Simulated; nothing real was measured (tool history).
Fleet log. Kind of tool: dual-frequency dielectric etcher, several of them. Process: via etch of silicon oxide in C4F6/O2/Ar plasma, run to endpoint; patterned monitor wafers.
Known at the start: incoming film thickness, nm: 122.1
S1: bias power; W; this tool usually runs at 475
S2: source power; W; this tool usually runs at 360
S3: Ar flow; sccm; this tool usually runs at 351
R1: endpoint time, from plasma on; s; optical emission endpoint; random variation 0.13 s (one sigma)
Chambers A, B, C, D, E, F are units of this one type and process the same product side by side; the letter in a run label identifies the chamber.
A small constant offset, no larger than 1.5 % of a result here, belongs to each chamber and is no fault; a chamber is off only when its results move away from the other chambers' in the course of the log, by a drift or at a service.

run   hour   S1   S2   S3      R1
       5.3  -- chamber A: wet clean of the chamber
 1F    5.7  475  360  351  28.793
 2C   12.0  475  360  351  28.974
 3A   16.3  475  360  351  28.881
 4E   24.0  475  360  351  29.233
      25.9  -- chamber D: wet clean of the chamber
 5B   29.3  475  360  351  29.007
 6D   37.5  475  360  351  29.243
 7A   41.9  359  290  351  34.909
 8B   47.6  359  290  351  34.382
 9F   55.2  359  290  351  34.960
      56.2  -- chamber C: wet clean of the chamber
10D   61.1  359  290  351  35.165
11C   68.3  359  290  351  34.659
      68.4  -- chamber B: bias power generator calibrated
12E   76.1  359  290  351  35.013
13B   80.8  475  360  351  29.064
14D   86.6  475  360  351  29.198
15F   91.4  475  360  291  28.328
16A   97.2  475  360  291  28.461
17C  102.5  475  360  291  28.156
18E  107.3  475  360  291  28.809
19E  115.3  475  360  291  28.703
     118.8  -- chamber E: wet clean of the chamber
20A  122.5  475  360  291  28.430
21D  128.7  475  360  351  29.241
22F  134.8  475  360  351  28.973
23B  140.1  475  360  351  28.735
24C  145.4  475  360  351  28.802
25C  152.7  475  360  351  28.805
26D  157.3  475  360  351  29.253
27B  162.1  475  360  351  28.767
28E  170.1  475  360  351  30.293
29A  175.9  374  360  411  31.956
     182.5  -- chamber B: wet clean of the chamber
30F  183.8  374  360  411  32.436
31F  189.4  374  360  411  32.135
32A  193.8  374  360  411  32.044
33D  199.8  374  360  411  32.168
34E  207.1  374  360  411  33.211
35C  212.9  475  360  351  29.101
36B  221.0  475  360  351  28.736
37D  226.4  475  360  351  29.155
38A  233.5  475  360  351  29.017
39F  239.1  475  360  351  28.876

Next, every chamber runs the same settings. What will each give?
40A  245.0  428  360  351   ?
40B  245.0  428  360  351   ?
40C  245.0  428  360  351   ?
40D  245.0  428  360  351   ?
40E  245.0  428  360  351   ?
40F  245.0  428  360  351   ?

run      R1
40A  30.271
40B  30.097
40C  29.983
40D  30.382
40E  31.261
40F  29.969
